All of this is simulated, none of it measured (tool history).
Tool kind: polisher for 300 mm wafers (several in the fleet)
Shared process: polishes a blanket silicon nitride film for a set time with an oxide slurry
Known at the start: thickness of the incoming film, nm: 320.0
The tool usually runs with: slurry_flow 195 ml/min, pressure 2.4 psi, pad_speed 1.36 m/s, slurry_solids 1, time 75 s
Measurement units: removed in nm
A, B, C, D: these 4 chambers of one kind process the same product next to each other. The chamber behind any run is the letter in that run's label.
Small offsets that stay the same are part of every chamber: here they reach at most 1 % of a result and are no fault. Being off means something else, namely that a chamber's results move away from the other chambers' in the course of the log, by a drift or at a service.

-- hour=6.3 chamber A: worn pad replaced by a new one
run 1C hour=11.5 | slurry_flow=195 pressure=2.4 pad_speed=1.36 slurry_solids=1 time=75 | removed=34.477
run 2D hour=20.7 | slurry_flow=195 pressure=2.4 pad_speed=1.36 slurry_solids=1 time=75 | removed=34.199
-- hour=22.5 chamber D: slurry blender recalibrated
-- hour=28.8 chamber C: slurry blender recalibrated
run 3B hour=29.7 | slurry_flow=195 pressure=2.4 pad_speed=1.36 slurry_solids=1 time=75 | removed=33.67
-- hour=29.9 chamber A: conditioning disc replaced and pad reconditioned
run 4A hour=42.2 | slurry_flow=195 pressure=2.4 pad_speed=1.36 slurry_solids=1 time=75 | removed=33.979
run 5D hour=51.4 | slurry_flow=195 pressure=2.4 pad_speed=1.36 slurry_solids=1 time=75 | removed=34.188
run 6C hour=61.7 | slurry_flow=195 pressure=2.4 pad_speed=1.36 slurry_solids=1 time=75 | removed=34.472
run 7A hour=73.6 | slurry_flow=195 pressure=2.4 pad_speed=1.36 slurry_solids=1 time=75 | removed=34.061
run 8B hour=87.3 | slurry_flow=195 pressure=2.4 pad_speed=1.36 slurry_solids=1 time=75 | removed=33.67
run 9D hour=98.1 | slurry_flow=195 pressure=2.4 pad_speed=1.36 slurry_solids=1 time=75 | removed=34.039
run 10A hour=107.7 | slurry_flow=195 pressure=2.4 pad_speed=1.36 slurry_solids=1 time=75 | removed=34.159
-- hour=109.4 chamber B: slurry blender recalibrated
-- hour=117.5 chamber C: worn pad replaced by a new one
run 11B hour=119.5 | slurry_flow=195 pressure=2.4 pad_speed=1.36 slurry_solids=1 time=75 | removed=33.648
run 12C hour=132.8 | slurry_flow=195 pressure=2.4 pad_speed=1.36 slurry_solids=1 time=75 | removed=34.171
-- hour=132.9 chamber A: slurry blender recalibrated
-- hour=135.9 chamber D: conditioning disc replaced and pad reconditioned
run 13A hour=140.2 | slurry_flow=195 pressure=2.4 pad_speed=1.36 slurry_solids=1 time=75 | removed=34.154
-- hour=144.3 chamber A: head pressure recalibrated
-- hour=149.4 chamber C: slurry nozzle cleaned
run 14D hour=149.6 | slurry_flow=195 pressure=2.2 pad_speed=1.36 slurry_solids=1 time=75 | removed=30.96
-- hour=149.9 chamber A: conditioning disc replaced and pad reconditioned
run 15B hour=164.5 | slurry_flow=195 pressure=2.2 pad_speed=1.36 slurry_solids=1 time=75 | removed=30.452
-- hour=164.7 chamber A: worn pad replaced by a new one
run 16C hour=176.1 | slurry_flow=195 pressure=2.2 pad_speed=1.36 slurry_solids=1 time=75 | removed=31.262
run 17C hour=183.7 | slurry_flow=195 pressure=2.2 pad_speed=1.36 slurry_solids=1 time=75 | removed=31.381
-- hour=192 chamber D: worn pad replaced by a new one
run 18A hour=192.7 | slurry_flow=195 pressure=2.4 pad_speed=1.36 slurry_solids=1 time=75 | removed=33.726
-- hour=203.4 chamber D: slurry nozzle cleaned
run 19D hour=206 | slurry_flow=195 pressure=2.4 pad_speed=1.36 slurry_solids=1 time=75 | removed=34.073
-- hour=215.5 chamber A: slurry nozzle cleaned
run 20B hour=220.5 | slurry_flow=195 pressure=2.4 pad_speed=1.36 slurry_solids=1 time=75 | removed=32.622
run 21A hour=230.7 | slurry_flow=195 pressure=2.4 pad_speed=1.36 slurry_solids=1 time=75 | removed=33.772
run 22B hour=239.6 | slurry_flow=195 pressure=2.4 pad_speed=1.36 slurry_solids=1 time=75 | removed=32.135
run 23C hour=252.1 | slurry_flow=195 pressure=2.4 pad_speed=1.36 slurry_solids=1 time=75 | removed=34.049
-- hour=264.8 chamber B: conditioning disc replaced and pad reconditioned
run 24D hour=267.6 | slurry_flow=195 pressure=2.4 pad_speed=1.36 slurry_solids=1 time=75 | removed=34.088
run 25B hour=276.5 | slurry_flow=195 pressure=2.4 pad_speed=1.36 slurry_solids=1 time=75 | removed=31.959
run 26C hour=291.7 | slurry_flow=195 pressure=2.4 pad_speed=1.36 slurry_solids=1 time=75 | removed=34.305

Predict what each chamber gives when all 4 of them run the settings below next.
run 27A hour=302.7 | slurry_flow=195 pressure=2.4 pad_speed=1.82 slurry_solids=1 time=75 | removed=?
run 27B hour=302.7 | slurry_flow=195 pressure=2.4 pad_speed=1.82 slurry_solids=1 time=75 | removed=?
run 27C hour=302.7 | slurry_flow=195 pressure=2.4 pad_speed=1.82 slurry_solids=1 time=75 | removed=?
run 27D hour=302.7 | slurry_flow=195 pressure=2.4 pad_speed=1.82 slurry_solids=1 time=75 | removed=?

run=27A removed=42.927
run=27B removed=39.847
run=27C removed=42.827
run=27D removed=43.468
